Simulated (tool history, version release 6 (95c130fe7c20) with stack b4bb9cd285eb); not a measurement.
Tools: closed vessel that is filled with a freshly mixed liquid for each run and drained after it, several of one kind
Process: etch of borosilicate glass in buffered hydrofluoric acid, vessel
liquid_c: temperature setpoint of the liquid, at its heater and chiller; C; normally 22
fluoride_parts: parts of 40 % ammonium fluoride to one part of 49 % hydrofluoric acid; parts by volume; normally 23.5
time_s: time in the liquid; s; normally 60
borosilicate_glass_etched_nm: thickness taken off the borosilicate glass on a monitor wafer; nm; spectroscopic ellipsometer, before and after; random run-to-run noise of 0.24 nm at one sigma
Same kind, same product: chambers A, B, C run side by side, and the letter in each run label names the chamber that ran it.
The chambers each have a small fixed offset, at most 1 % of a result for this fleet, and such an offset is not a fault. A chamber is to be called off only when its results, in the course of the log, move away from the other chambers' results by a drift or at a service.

| run | hour | liquid_c | fluoride_parts | time_s | read-back film thickness of the borosilicate glass reference wafer, read on the same gauge (nm) | borosilicate_glass_etched_nm |
|---|---|---|---|---|---|---|
| 1C | 12 | 22 | 23.5 | 60 | 39.994 | 30.413 |
| 2A | 20.5 | 22 | 23.5 | 60 | 39.963 | 30.485 |
| 3B | 32.1 | 22 | 23.5 | 60 | 39.982 | 30.372 |
| 4A | 41.7 | 22 | 23.5 | 60 | 40.016 | 30.516 |
|  | 53.3 | chamber B: thermometer replaced |
| 5C | 55.2 | 22 | 23.5 | 60 | 39.985 | 30.234 |
| 6B | 61.7 | 22 | 23.5 | 60 | 40.001 | 30.551 |
| 7C | 69.1 | 22 | 23.5 | 60 | 39.998 | 30.176 |
| 8B | 82 | 18.5 | 23.5 | 60 | 39.993 | 24.856 |
| 9A | 88.3 | 18.5 | 23.5 | 60 | 39.988 | 24.905 |
| 10B | 97.2 | 18.5 | 23.5 | 60 | 40.03 | 25.391 |
| 11C | 105.7 | 22 | 23.5 | 60 | 40.013 | 30.151 |
|  | 108.5 | chamber C: hydrofluoric acid flow meter replaced |
| 12A | 114.5 | 22 | 23.5 | 60 | 39.991 | 30.78 |
| 13B | 122 | 22 | 23.5 | 60 | 40.039 | 29.932 |
| 14C | 128 | 25 | 23.5 | 90 | 39.996 | 53.419 |
| 15A | 141 | 25 | 23.5 | 90 | 39.99 | 54.102 |
| 16C | 152.8 | 25 | 23.5 | 90 | 40.016 | 53.419 |
| 17A | 161.1 | 22 | 23.5 | 60 | 39.997 | 30.221 |
| 18B | 172.7 | 26 | 23.5 | 85 | 40.024 | 53.238 |
| 19C | 181.2 | 26 | 23.5 | 85 | 40.014 | 53.665 |
| 20B | 192.2 | 26 | 23.5 | 85 | 40.032 | 53.596 |
| 21A | 200.4 | 20 | 23.5 | 60 | 39.999 | 26.921 |
| 22A | 207.1 | 20 | 23.5 | 60 | 40.004 | 26.462 |
| 23C | 218.5 | 20 | 23.5 | 60 | 39.983 | 27.406 |
| 24B | 230.1 | 22 | 23.5 | 60 | 40.015 | 30.125 |
| 25C | 240.8 | 22 | 23.5 | 60 | 40.011 | 30.433 |
| 26A | 248.3 | 22 | 23.5 | 60 | 40.013 | 29.89 |
| 27B | 261.5 | 22 | 23.5 | 60 | 40.052 | 30.272 |
| 28B | 267.4 | 22 | 23.5 | 60 | 40.024 | 29.848 |
| 29C | 274.9 | 23.5 | 23.5 | 60 | 40.032 | 32.872 |
| 30A | 282.6 | 23.5 | 23.5 | 60 | 39.999 | 32.107 |
| 31C | 294.1 | 23.5 | 23.5 | 60 | 39.978 | 32.451 |
| 32A | 305.2 | 26.5 | 23.5 | 45 | 40.009 | 28.236 |
|  | 314.5 | chamber B: hydrofluoric acid flow meter replaced |
| 33B | 317.8 | 26.5 | 23.5 | 45 | 39.979 | 29.101 |
| 34C | 326.3 | 26.5 | 23.5 | 45 | 39.999 | 29.107 |
| 35B | 332.5 | 22 | 23.5 | 60 | 40.028 | 30.42 |
| 36A | 344.7 | 22 | 23.5 | 60 | 39.969 | 29.33 |
| 37B | 351.1 | 22 | 23.5 | 60 | 39.982 | 30.331 |
| 38A | 360.8 | 22 | 23.5 | 60 | 40.017 | 29.026 |
| 39C | 374.3 | 22 | 23.5 | 60 | 40.05 | 29.83 |
| 40C | 381.1 | 22 | 23.5 | 60 | 40.005 | 30.139 |
| 41A | 387.9 | 24 | 23.5 | 80 | 40.004 | 43.061 |
| 42B | 398.1 | 24 | 23.5 | 80 | 39.986 | 44.673 |
| 43A | 409.6 | 24 | 23.5 | 80 | 39.999 | 42.92 |

Decide between three cases: one chamber stands off from its peers, the gauge reading all wafers drifts, or nothing is wrong past each chamber's small offset. Where a chamber is off, say which and what most likely put it there.

Chamber A drifts away from the others.
Cause: liquid colder than its thermometer reads (K) = 1.11.
The log might look much the same if the cause were instead: hydrofluoric acid flow below the setpoint (%).

Below are 4 candidate recipes for chamber A's next run, each the usual settings with a change, their results shown as question marks. Which of them brings A's results back in line with what the other chambers give on the usual settings?
In line here means within this much of the mean the other chambers give on the usual settings: borosilicate_glass_etched_nm 0.84 nm
| 44A-1 | 419.3 | 24 | 23.5 | 60 |  | ? |
| 44A-2 | 419.3 | 21.5 | 24.5 | 60 |  | ? |
| 44A-3 | 419.3 | 22 | 24 | 55 |  | ? |
| 44A-4 | 419.3 | 23 | 23.5 | 60 |  | ? |

Other chambers, usual settings, mean: borosilicate_glass_etched_nm 30.333 nm
| run | borosilicate_glass_etched_nm |
|---|---|
| 44A-1 | 32.047 |
| 44A-2 | 27.113 |
| 44A-3 | 25.935 |
| 44A-4 | 30.333 |
44A-4 puts the chamber back in line with the other chambers.
